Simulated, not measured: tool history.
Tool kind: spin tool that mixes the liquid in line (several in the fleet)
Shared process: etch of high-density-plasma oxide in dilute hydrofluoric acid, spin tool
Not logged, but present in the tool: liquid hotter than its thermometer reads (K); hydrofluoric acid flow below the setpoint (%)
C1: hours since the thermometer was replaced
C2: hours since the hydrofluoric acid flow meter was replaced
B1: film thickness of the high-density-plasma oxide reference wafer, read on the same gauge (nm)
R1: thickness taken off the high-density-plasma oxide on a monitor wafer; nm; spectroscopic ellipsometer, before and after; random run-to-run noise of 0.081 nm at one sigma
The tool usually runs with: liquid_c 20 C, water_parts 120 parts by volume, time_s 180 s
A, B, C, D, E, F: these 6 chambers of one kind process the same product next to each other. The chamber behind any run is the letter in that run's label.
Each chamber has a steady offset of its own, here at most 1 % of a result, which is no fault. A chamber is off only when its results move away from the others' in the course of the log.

Run 1A, hour 6.6: usual settings; C1 1952.1; C2 750.5; B1 39.984. Result: R1 8.1834 nm.
Run 2F, hour 11.9: usual settings; C1 25.4; C2 411.6; B1 40.041. Result: R1 8.2373 nm.
Run 3B, hour 19.5: usual settings; C1 160.7; C2 811.1; B1 39.994. Result: R1 8.2148 nm.
Run 4C, hour 28.1: usual settings; C1 1094.4; C2 1368.9; B1 40.001. Result: R1 8.1276 nm.
Run 5D, hour 36.2: usual settings but liquid_c 18 C; C1 715.6; C2 1651.1; B1 40.011. Result: R1 7.5688 nm.
Run 6E, hour 44.9: usual settings but liquid_c 18 C; C1 991.1; C2 348.9; B1 39.992. Result: R1 7.7805 nm.
Run 7C, hour 53.2: usual settings but liquid_c 18 C; C1 1119.5; C2 1394; B1 40.008. Result: R1 7.5219 nm.
Run 8F, hour 59.9: usual settings but liquid_c 18 C; C1 73.4; C2 459.6; B1 40.01. Result: R1 7.7309 nm.
Run 9E, hour 69.7: usual settings but liquid_c 18 C; C1 1015.9; C2 373.7; B1 39.981. Result: R1 7.6198 nm.
Run 10D, hour 74.9: usual settings but liquid_c 18 C; C1 754.3; C2 1689.8; B1 39.997. Result: R1 7.8565 nm.
Run 11A, hour 79.9: usual settings; C1 2025.4; C2 823.8; B1 40.021. Result: R1 8.1383 nm.
Run 12B, hour 87.1: usual settings; C1 228.3; C2 878.7; B1 40.01. Result: R1 8.3121 nm.
At hour 87.2: chamber A: thermometer replaced.
Run 13D, hour 97.4: usual settings; C1 776.8; C2 1712.3; B1 40.019. Result: R1 8.2783 nm.
Run 14F, hour 103.5: usual settings; C1 117; C2 503.2; B1 40.031. Result: R1 8.2569 nm.
Run 15B, hour 108.6: usual settings; C1 249.8; C2 900.2; B1 40.014. Result: R1 8.2734 nm.
Run 16E, hour 116.2: usual settings; C1 1062.4; C2 420.2; B1 40.035. Result: R1 8.5093 nm.
Run 17C, hour 125.3: usual settings; C1 1191.6; C2 1466.1; B1 40.031. Result: R1 8.0737 nm.
Run 18A, hour 133.8: usual settings; C1 46.7; C2 877.7; B1 40.047. Result: R1 8.2665 nm.
Run 19F, hour 143.9: usual settings; C1 157.4; C2 543.6; B1 40.015. Result: R1 8.3593 nm.
Run 20E, hour 148.8: usual settings; C1 1095; C2 452.8; B1 39.975. Result: R1 8.3377 nm.
Run 21B, hour 154.3: usual settings; C1 295.5; C2 945.9; B1 39.977. Result: R1 8.1398 nm.
Run 22C, hour 162.8: usual settings but water_parts 175 parts by volume, time_s 275 s; C1 1229.1; C2 1503.6; B1 40.028. Result: R1 8.0319 nm.
Run 23D, hour 168.1: usual settings but water_parts 175 parts by volume, time_s 275 s; C1 847.5; C2 1783; B1 40.004. Result: R1 8.2331 nm.
Run 24A, hour 178.8: usual settings but water_parts 175 parts by volume, time_s 275 s; C1 91.7; C2 922.7; B1 39.983. Result: R1 8.2678 nm.
Run 25E, hour 188.1: usual settings but water_parts 175 parts by volume, time_s 275 s; C1 1134.3; C2 492.1; B1 40.011. Result: R1 8.3137 nm.
Run 26B, hour 194.3: usual settings but water_parts 175 parts by volume, time_s 275 s; C1 335.5; C2 985.9; B1 39.992. Result: R1 8.01 nm.
Run 27D, hour 199.5: usual settings but water_parts 175 parts by volume, time_s 275 s; C1 878.9; C2 1814.4; B1 39.995. Result: R1 8.3443 nm.
Run 28C, hour 208.3: usual settings; C1 1274.6; C2 1549.1; B1 39.98. Result: R1 8.3945 nm.
Run 29F, hour 217: usual settings; C1 230.5; C2 616.7; B1 40.017. Result: R1 8.2033 nm.
Run 30A, hour 224.4: usual settings; C1 137.3; C2 968.3; B1 39.984. Result: R1 8.2338 nm.
Run 31E, hour 232: usual settings; C1 1178.2; C2 536; B1 40.005. Result: R1 8.3068 nm.
Run 32B, hour 241.8: usual settings but liquid_c 18 C; C1 383; C2 1033.4; B1 40.011. Result: R1 7.1346 nm.
Run 33D, hour 250.7: usual settings but liquid_c 18 C; C1 930.1; C2 1865.6; B1 40.023. Result: R1 7.8468 nm.
Run 34C, hour 259.5: usual settings but liquid_c 18 C; C1 1325.8; C2 1600.3; B1 39.972. Result: R1 7.6108 nm.
Run 35F, hour 265.7: usual settings but liquid_c 18 C; C1 279.2; C2 665.4; B1 39.988. Result: R1 7.6735 nm.
Run 36A, hour 276.6: usual settings but liquid_c 18 C; C1 189.5; C2 1020.5; B1 40.023. Result: R1 7.4423 nm.
Run 37C, hour 284.3: usual settings but liquid_c 18 C; C1 1350.6; C2 1625.1; B1 40.038. Result: R1 7.5554 nm.
Run 38D, hour 289.3: usual settings; C1 968.7; C2 1904.2; B1 39.992. Result: R1 8.221 nm.
Run 39F, hour 296: usual settings; C1 309.5; C2 695.7; B1 39.994. Result: R1 8.2818 nm.
Run 40E, hour 306.8: usual settings but water_parts 100 parts by volume, time_s 95 s; C1 1253; C2 610.8; B1 39.994. Result: R1 5.4175 nm.
Run 41B, hour 315: usual settings but water_parts 100 parts by volume, time_s 95 s; C1 456.2; C2 1106.6; B1 39.98. Result: R1 4.9715 nm.

Next, every chamber runs the same settings. What will each give?
Run 42A, hour 323: usual settings. Result: R1 ?.
Run 42B, hour 323: usual settings. Result: R1 ?.
Run 42C, hour 323: usual settings. Result: R1 ?.
Run 42D, hour 323: usual settings. Result: R1 ?.
Run 42E, hour 323: usual settings. Result: R1 ?.
Run 42F, hour 323: usual settings. Result: R1 ?.

run      R1
42A  8.1243
42B  7.5237
42C  8.0653
42D  8.5099
42E  8.3304
42F  8.2681
